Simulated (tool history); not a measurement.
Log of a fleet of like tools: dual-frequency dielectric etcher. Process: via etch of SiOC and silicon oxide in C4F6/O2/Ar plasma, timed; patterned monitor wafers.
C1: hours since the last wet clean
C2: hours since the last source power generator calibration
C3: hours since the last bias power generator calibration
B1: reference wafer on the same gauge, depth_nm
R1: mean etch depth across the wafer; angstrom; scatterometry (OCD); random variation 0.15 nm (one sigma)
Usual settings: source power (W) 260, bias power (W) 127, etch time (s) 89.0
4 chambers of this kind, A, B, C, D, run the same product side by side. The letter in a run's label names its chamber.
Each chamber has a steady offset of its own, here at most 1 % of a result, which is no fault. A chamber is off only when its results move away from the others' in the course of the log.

Run 1A, day 0.167: usual settings; C1 84.8; C2 2456.6; C3 2121.1; B1 69.184. Result: R1 768.73 angstrom.
Run 2C, day 0.267: usual settings; C1 561.2; C2 503.3; C3 1995.5; B1 69.225. Result: R1 762.91 angstrom.
Run 3D, day 0.408: usual settings; C1 590.0; C2 2659.5; C3 178.7; B1 69.175. Result: R1 765.83 angstrom.
Run 4B, day 0.525: usual settings; C1 374.6; C2 3470.7; C3 3892.3; B1 69.198. Result: R1 755.37 angstrom.
Run 5C, day 0.717: usual settings; C1 572.0; C2 514.1; C3 2006.3; B1 69.231. Result: R1 765.11 angstrom.
Run 6B, day 0.817: usual settings; C1 381.6; C2 3477.7; C3 3899.3; B1 69.206. Result: R1 755.58 angstrom.
Run 7A, day 0.946: usual settings; C1 103.5; C2 2475.3; C3 2139.8; B1 69.175. Result: R1 765.80 angstrom.
Run 8D, day 1.117: usual settings; C1 607.0; C2 2676.5; C3 195.7; B1 69.223. Result: R1 765.63 angstrom.
At day 1.138: chamber B: wet clean of the chamber.
Run 9D, day 1.338: usual settings; C1 612.3; C2 2681.8; C3 201.0; B1 69.233. Result: R1 768.12 angstrom.
Run 10C, day 1.462: usual settings; C1 589.9; C2 532.0; C3 2024.2; B1 69.170. Result: R1 763.36 angstrom.
Run 11A, day 1.658: usual settings but bias power (W) 104, etch time (s) 67.5; C1 120.6; C2 2492.4; C3 2156.9; B1 69.219. Result: R1 548.94 angstrom.
Run 12B, day 1.779: usual settings but bias power (W) 104, etch time (s) 67.5; C1 15.4; C2 3500.8; C3 3922.4; B1 69.167. Result: R1 539.36 angstrom.
Run 13B, day 1.912: usual settings but bias power (W) 104, etch time (s) 67.5; C1 18.6; C2 3504.0; C3 3925.6; B1 69.203. Result: R1 538.91 angstrom.
At day 2.071: chamber D: wet clean of the chamber.
Run 14A, day 2.121: usual settings but bias power (W) 104, etch time (s) 67.5; C1 131.7; C2 2503.5; C3 2168.0; B1 69.214. Result: R1 549.10 angstrom.
Run 15C, day 2.221: usual settings; C1 608.1; C2 550.2; C3 2042.4; B1 69.170. Result: R1 762.55 angstrom.
Run 16D, day 2.375: usual settings; C1 7.3; C2 2706.7; C3 225.9; B1 69.217. Result: R1 764.90 angstrom.
Run 17A, day 2.483: usual settings; C1 140.4; C2 2512.2; C3 2176.7; B1 69.203. Result: R1 770.22 angstrom.
Run 18D, day 2.600: usual settings; C1 12.7; C2 2712.1; C3 231.3; B1 69.170. Result: R1 767.96 angstrom.
At day 2.650: chamber C: wet clean of the chamber.
Run 19B, day 2.804: usual settings; C1 40.0; C2 3525.4; C3 3947.0; B1 69.209. Result: R1 754.19 angstrom.
Run 20C, day 2.950: usual settings; C1 7.2; C2 567.7; C3 2059.9; B1 69.168. Result: R1 784.73 angstrom.
Run 21C, day 3.071: usual settings; C1 10.1; C2 570.6; C3 2062.8; B1 69.215. Result: R1 782.56 angstrom.
Run 22B, day 3.229: usual settings; C1 50.2; C2 3535.6; C3 3957.2; B1 69.195. Result: R1 756.34 angstrom.
Run 23A, day 3.425: usual settings; C1 163.0; C2 2534.8; C3 2199.3; B1 69.207. Result: R1 767.77 angstrom.
Run 24D, day 3.646: usual settings; C1 37.8; C2 2737.2; C3 256.4; B1 69.215. Result: R1 765.25 angstrom.
Run 25D, day 3.821: usual settings; C1 42.0; C2 2741.4; C3 260.6; B1 69.213. Result: R1 765.00 angstrom.
Run 26A, day 3.950: usual settings; C1 175.6; C2 2547.4; C3 2211.9; B1 69.191. Result: R1 767.89 angstrom.
Run 27B, day 4.062: usual settings but bias power (W) 103, etch time (s) 63.0; C1 70.2; C2 3555.6; C3 3977.2; B1 69.211. Result: R1 500.46 angstrom.
Run 28C, day 4.262: usual settings but bias power (W) 103, etch time (s) 63.0; C1 38.7; C2 599.2; C3 2091.4; B1 69.225. Result: R1 519.31 angstrom.
Run 29B, day 4.400: usual settings but bias power (W) 103, etch time (s) 63.0; C1 78.3; C2 3563.7; C3 3985.3; B1 69.159. Result: R1 502.95 angstrom.
Run 30C, day 4.504: usual settings but bias power (W) 103, etch time (s) 63.0; C1 44.5; C2 605.0; C3 2097.2; B1 69.226. Result: R1 522.32 angstrom.

Is one chamber off against the others, does the gauge drift, or is nothing wrong? If a chamber is off, say which, and what the likeliest cause is.

A service left chamber C off against the others.
Cause: etch rate over this chamber's usual, % = 2.53.

Here are 4 candidates for chamber C's next run, each the usual settings with a change, their results left as question marks. Which one brings its results back in line with what the others give on the usual settings?
In line means no further than this from the other chambers' mean on the usual settings: R1 6.10 angstrom
Run 31C-1, day 4.667: usual settings but etch time (s) 84.0. Result: R1 ?.
Run 31C-2, day 4.667: usual settings but etch time (s) 94.0. Result: R1 ?.
Run 31C-3, day 4.667: usual settings but bias power (W) 126, etch time (s) 87.0. Result: R1 ?.
Run 31C-4, day 4.667: usual settings but bias power (W) 128, etch time (s) 91.0. Result: R1 ?.

The other chambers' mean on the usual settings: R1 763.02 angstrom
  run      R1
31C-1  739.01
31C-2  826.99
31C-3  763.54
31C-4  802.53
31C-3 brings the chamber back in line.
